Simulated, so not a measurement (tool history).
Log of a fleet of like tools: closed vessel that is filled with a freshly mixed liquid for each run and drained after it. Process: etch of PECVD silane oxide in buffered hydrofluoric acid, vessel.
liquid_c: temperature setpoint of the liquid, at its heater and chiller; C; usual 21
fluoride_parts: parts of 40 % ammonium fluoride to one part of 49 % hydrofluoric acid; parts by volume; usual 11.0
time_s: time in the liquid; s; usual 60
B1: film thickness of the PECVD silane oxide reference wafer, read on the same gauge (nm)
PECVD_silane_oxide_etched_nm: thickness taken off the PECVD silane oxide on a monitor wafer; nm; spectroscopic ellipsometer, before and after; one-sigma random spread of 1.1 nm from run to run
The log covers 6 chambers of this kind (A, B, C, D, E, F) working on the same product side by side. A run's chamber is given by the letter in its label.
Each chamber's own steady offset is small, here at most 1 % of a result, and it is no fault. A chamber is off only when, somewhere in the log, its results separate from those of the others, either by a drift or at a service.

Run 1D, hour 2.8: usual settings; B1 80.007. Result: PECVD_silane_oxide_etched_nm 116.960 nm.
Run 2B, hour 9.3: usual settings; B1 80.011. Result: PECVD_silane_oxide_etched_nm 114.800 nm.
Run 3A, hour 13.1: usual settings; B1 79.995. Result: PECVD_silane_oxide_etched_nm 115.030 nm.
Run 4C, hour 17.2: usual settings; B1 80.008. Result: PECVD_silane_oxide_etched_nm 114.080 nm.
Run 5E, hour 22.4: usual settings; B1 80.007. Result: PECVD_silane_oxide_etched_nm 117.780 nm.
Run 6F, hour 26.5: usual settings; B1 80.003. Result: PECVD_silane_oxide_etched_nm 115.800 nm.
Run 7B, hour 30.9: usual settings; B1 79.994. Result: PECVD_silane_oxide_etched_nm 114.380 nm.
Run 8C, hour 36.7: usual settings; B1 79.999. Result: PECVD_silane_oxide_etched_nm 116.220 nm.
Run 9A, hour 39.9: usual settings; B1 79.999. Result: PECVD_silane_oxide_etched_nm 117.110 nm.
Run 10D, hour 45.5: usual settings; B1 79.993. Result: PECVD_silane_oxide_etched_nm 116.380 nm.
Run 11E, hour 48.5: usual settings; B1 80.003. Result: PECVD_silane_oxide_etched_nm 116.840 nm.
Run 12F, hour 53.9: usual settings but fluoride_parts 14.0 parts by volume, time_s 75 s; B1 79.992. Result: PECVD_silane_oxide_etched_nm 113.820 nm.
Run 13A, hour 58.7: usual settings but fluoride_parts 14.0 parts by volume, time_s 75 s; B1 80.013. Result: PECVD_silane_oxide_etched_nm 115.120 nm.
Run 14F, hour 62.7: usual settings but fluoride_parts 14.0 parts by volume, time_s 75 s; B1 79.985. Result: PECVD_silane_oxide_etched_nm 115.020 nm.
Run 15E, hour 66.6: usual settings but fluoride_parts 14.0 parts by volume, time_s 75 s; B1 80.011. Result: PECVD_silane_oxide_etched_nm 114.180 nm.
Run 16D, hour 71.9: usual settings but fluoride_parts 14.0 parts by volume, time_s 75 s; B1 80.001. Result: PECVD_silane_oxide_etched_nm 116.050 nm.
Run 17C, hour 77.8: usual settings but fluoride_parts 14.0 parts by volume, time_s 75 s; B1 79.990. Result: PECVD_silane_oxide_etched_nm 117.690 nm.
Run 18B, hour 82.3: usual settings; B1 79.996. Result: PECVD_silane_oxide_etched_nm 114.300 nm.
Run 19F, hour 85.6: usual settings but fluoride_parts 12.5 parts by volume; B1 79.981. Result: PECVD_silane_oxide_etched_nm 101.820 nm.
Run 20A, hour 91.2: usual settings but fluoride_parts 12.5 parts by volume; B1 80.010. Result: PECVD_silane_oxide_etched_nm 102.970 nm.
Run 21C, hour 95.3: usual settings but fluoride_parts 12.5 parts by volume; B1 80.006. Result: PECVD_silane_oxide_etched_nm 107.220 nm.
Run 22E, hour 99.4: usual settings but fluoride_parts 12.5 parts by volume; B1 79.985. Result: PECVD_silane_oxide_etched_nm 102.660 nm.
Run 23D, hour 102.2: usual settings but fluoride_parts 12.5 parts by volume; B1 79.970. Result: PECVD_silane_oxide_etched_nm 101.970 nm.
Run 24B, hour 106.7: usual settings but fluoride_parts 12.5 parts by volume; B1 79.972. Result: PECVD_silane_oxide_etched_nm 100.390 nm.
Run 25D, hour 112.9: usual settings; B1 80.011. Result: PECVD_silane_oxide_etched_nm 116.980 nm.
Run 26C, hour 118.2: usual settings but fluoride_parts 14.0 parts by volume, time_s 30 s; B1 79.992. Result: PECVD_silane_oxide_etched_nm 47.477 nm.
Run 27F, hour 121.9: usual settings but fluoride_parts 14.0 parts by volume, time_s 30 s; B1 80.001. Result: PECVD_silane_oxide_etched_nm 46.013 nm.
Run 28A, hour 126.5: usual settings but fluoride_parts 14.0 parts by volume, time_s 30 s; B1 80.019. Result: PECVD_silane_oxide_etched_nm 46.574 nm.
Run 29E, hour 129.4: usual settings but fluoride_parts 14.0 parts by volume, time_s 30 s; B1 79.983. Result: PECVD_silane_oxide_etched_nm 45.556 nm.
Run 30B, hour 133.6: usual settings but fluoride_parts 14.0 parts by volume, time_s 30 s; B1 79.999. Result: PECVD_silane_oxide_etched_nm 44.360 nm.
Run 31E, hour 137.2: usual settings but fluoride_parts 14.0 parts by volume, time_s 30 s; B1 79.983. Result: PECVD_silane_oxide_etched_nm 45.986 nm.
Run 32A, hour 142.6: usual settings; B1 80.021. Result: PECVD_silane_oxide_etched_nm 115.020 nm.
Run 33D, hour 146.0: usual settings; B1 79.982. Result: PECVD_silane_oxide_etched_nm 116.450 nm.
Run 34B, hour 149.3: usual settings; B1 80.030. Result: PECVD_silane_oxide_etched_nm 114.130 nm.
Run 35F, hour 153.3: usual settings; B1 79.971. Result: PECVD_silane_oxide_etched_nm 117.060 nm.
Run 36C, hour 158.2: usual settings; B1 80.009. Result: PECVD_silane_oxide_etched_nm 125.530 nm.
Run 37C, hour 162.1: usual settings; B1 79.985. Result: PECVD_silane_oxide_etched_nm 122.820 nm.
Run 38D, hour 165.0: usual settings; B1 80.019. Result: PECVD_silane_oxide_etched_nm 116.030 nm.

All 6 chambers run these settings next. Forecast each chamber's results:
Run 39A, hour 169.7: usual settings. Result: PECVD_silane_oxide_etched_nm ?.
Run 39B, hour 169.7: usual settings. Result: PECVD_silane_oxide_etched_nm ?.
Run 39C, hour 169.7: usual settings. Result: PECVD_silane_oxide_etched_nm ?.
Run 39D, hour 169.7: usual settings. Result: PECVD_silane_oxide_etched_nm ?.
Run 39E, hour 169.7: usual settings. Result: PECVD_silane_oxide_etched_nm ?.
Run 39F, hour 169.7: usual settings. Result: PECVD_silane_oxide_etched_nm ?.

run  PECVD_silane_oxide_etched_nm
39A                       113.490
39B                       114.650
39C                       123.350
39D                       116.980
39E                       117.210
39F                       113.320
